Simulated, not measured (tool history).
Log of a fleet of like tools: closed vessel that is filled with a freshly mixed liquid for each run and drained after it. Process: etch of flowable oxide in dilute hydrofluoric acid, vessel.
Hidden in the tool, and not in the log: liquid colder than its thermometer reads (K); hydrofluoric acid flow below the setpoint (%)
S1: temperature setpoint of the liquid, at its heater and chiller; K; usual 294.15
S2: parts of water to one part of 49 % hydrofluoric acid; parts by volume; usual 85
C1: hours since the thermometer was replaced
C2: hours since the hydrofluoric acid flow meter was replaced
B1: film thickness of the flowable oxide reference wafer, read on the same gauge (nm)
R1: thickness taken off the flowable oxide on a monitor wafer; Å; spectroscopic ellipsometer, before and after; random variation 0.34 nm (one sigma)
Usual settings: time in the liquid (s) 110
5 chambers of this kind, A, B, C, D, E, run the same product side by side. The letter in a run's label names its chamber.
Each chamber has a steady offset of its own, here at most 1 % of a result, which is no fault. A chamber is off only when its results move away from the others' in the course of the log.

Run 1A, hour 6.3: usual settings; C1 27.5; C2 650.1; B1 80.011. Result: R1 453.09 Å.
Run 2D, hour 14.6: usual settings; C1 487.1; C2 1313.2; B1 79.994. Result: R1 447.5 Å.
Run 3C, hour 24.4: usual settings; C1 601.9; C2 88.5; B1 80.003. Result: R1 450.81 Å.
Run 4B, hour 31: usual settings; C1 962.6; C2 1787.6; B1 80.026. Result: R1 443.53 Å.
Run 5E, hour 40.2: usual settings; C1 1065.4; C2 125; B1 79.999. Result: R1 450.29 Å.
Run 6E, hour 48.9: usual settings; C1 1074.1; C2 133.7; B1 79.999. Result: R1 452.02 Å.
Run 7B, hour 59.2: usual settings; C1 990.8; C2 1815.8; B1 80.008. Result: R1 445.18 Å.
Run 8C, hour 66.8: usual settings; C1 644.3; C2 130.9; B1 79.988. Result: R1 454.34 Å.
Run 9A, hour 73.3: usual settings but S2 120 parts by volume; C1 94.5; C2 717.1; B1 79.99. Result: R1 311.09 Å.
Run 10D, hour 78.9: usual settings but S2 120 parts by volume; C1 551.4; C2 1377.5; B1 79.998. Result: R1 305.73 Å.
Run 11B, hour 87.4: usual settings but S2 120 parts by volume; C1 1019; C2 1844; B1 80.017. Result: R1 303.63 Å.
Run 12A, hour 92.1: usual settings but S2 120 parts by volume; C1 113.3; C2 735.9; B1 79.991. Result: R1 313.47 Å.
Run 13D, hour 98.9: usual settings but S2 120 parts by volume; C1 571.4; C2 1397.5; B1 79.984. Result: R1 302.25 Å.
Run 14E, hour 108: usual settings but S2 115 parts by volume; C1 1133.2; C2 192.8; B1 79.973. Result: R1 321.43 Å.
Run 15C, hour 115.7: usual settings but S2 115 parts by volume; C1 693.2; C2 179.8; B1 79.994. Result: R1 322.24 Å.
Run 16C, hour 123.1: usual settings but S2 115 parts by volume; C1 700.6; C2 187.2; B1 79.985. Result: R1 323.67 Å.
Run 17B, hour 132.4: usual settings but S2 115 parts by volume; C1 1064; C2 1889; B1 80.011. Result: R1 306.7 Å.
Run 18A, hour 138.6: usual settings but S2 115 parts by volume; C1 159.8; C2 782.4; B1 79.981. Result: R1 326.06 Å.
Run 19D, hour 144.4: usual settings; C1 616.9; C2 1443; B1 79.971. Result: R1 452.15 Å.
Run 20E, hour 150.5: usual settings; C1 1175.7; C2 235.3; B1 79.96. Result: R1 452.76 Å.
Run 21D, hour 155.2: usual settings but S2 60 parts by volume, time in the liquid (s) 60; C1 627.7; C2 1453.8; B1 79.98. Result: R1 359.1 Å.
Run 22E, hour 160.4: usual settings but S2 60 parts by volume, time in the liquid (s) 60; C1 1185.6; C2 245.2; B1 79.998. Result: R1 356.46 Å.
Run 23B, hour 169.1: usual settings but S2 60 parts by volume, time in the liquid (s) 60; C1 1100.7; C2 1925.7; B1 80. Result: R1 348.2 Å.
Run 24C, hour 178.8: usual settings but S2 60 parts by volume, time in the liquid (s) 60; C1 756.3; C2 242.9; B1 80.006. Result: R1 359.03 Å.
Run 25A, hour 185.5: usual settings but S2 60 parts by volume, time in the liquid (s) 60; C1 206.7; C2 829.3; B1 79.982. Result: R1 355.67 Å.
Run 26A, hour 194.7: usual settings; C1 215.9; C2 838.5; B1 80.021. Result: R1 444.58 Å.
Run 27D, hour 204.3: usual settings but time in the liquid (s) 75; C1 676.8; C2 1502.9; B1 80.025. Result: R1 309.4 Å.
Run 28E, hour 214.3: usual settings but time in the liquid (s) 75; C1 1239.5; C2 299.1; B1 80.013. Result: R1 310.1 Å.
Run 29C, hour 219.3: usual settings but time in the liquid (s) 75; C1 796.8; C2 283.4; B1 80.004. Result: R1 308.79 Å.
Run 30B, hour 226.1: usual settings but time in the liquid (s) 75; C1 1157.7; C2 1982.7; B1 79.982. Result: R1 286.83 Å.
Run 31C, hour 233.6: usual settings but time in the liquid (s) 75; C1 811.1; C2 297.7; B1 79.996. Result: R1 311.97 Å.
Run 32A, hour 241: usual settings; C1 262.2; C2 884.8; B1 79.999. Result: R1 447.91 Å.
Run 33B, hour 250.8: usual settings; C1 1182.4; C2 2007.4; B1 79.993. Result: R1 419.17 Å.
Run 34D, hour 259.7: usual settings; C1 732.2; C2 1558.3; B1 80.005. Result: R1 446.61 Å.
At hour 261: chamber B: hydrofluoric acid flow meter replaced.
Run 35E, hour 269.4: usual settings; C1 1294.6; C2 354.2; B1 79.99. Result: R1 451.31 Å.
Run 36D, hour 276.5: usual settings; C1 749; C2 1575.1; B1 79.997. Result: R1 448.94 Å.
Run 37C, hour 284.3: usual settings; C1 861.8; C2 348.4; B1 80.022. Result: R1 455.24 Å.
Run 38B, hour 292.2: usual settings; C1 1223.8; C2 31.2; B1 80.005. Result: R1 410.41 Å.
Run 39E, hour 300.5: usual settings; C1 1325.7; C2 385.3; B1 80.007. Result: R1 451.24 Å.
Run 40A, hour 308.3: usual settings but S1 290.15 K, S2 100 parts by volume; C1 329.5; C2 952.1; B1 79.989. Result: R1 320.38 Å.
Run 41B, hour 314.8: usual settings but S1 290.15 K, S2 100 parts by volume; C1 1246.4; C2 53.8; B1 79.974. Result: R1 289.88 Å.

Is one chamber off against the others, does the gauge drift, or is nothing wrong? If a chamber is off, say which, and what the likeliest cause is.

Chamber B drifts away from the others.
Cause: liquid colder than its thermometer reads (K) = 1.99.

Here are 4 candidates for chamber B's next run, each the usual settings with a change, their results left as question marks. Which one brings its results back in line with what the others give on the usual settings?
In line means no further than this from the other chambers' mean on the usual settings: R1 12 Å
Run 42B-1, hour 322.6: usual settings but S1 291.65 K. Result: R1 ?.
Run 42B-2, hour 322.6: usual settings but S1 293.65 K, time in the liquid (s) 95. Result: R1 ?.
Run 42B-3, hour 322.6: usual settings but time in the liquid (s) 120. Result: R1 ?.
Run 42B-4, hour 322.6: usual settings but S1 294.65 K, S2 80 parts by volume, time in the liquid (s) 120. Result: R1 ?.

The other chambers' mean on the usual settings: R1 452.08 Å
  run      R1
42B-1  371.59
42B-2  348.86
42B-3     450
42B-4  491.28
42B-3 brings the chamber back in line.
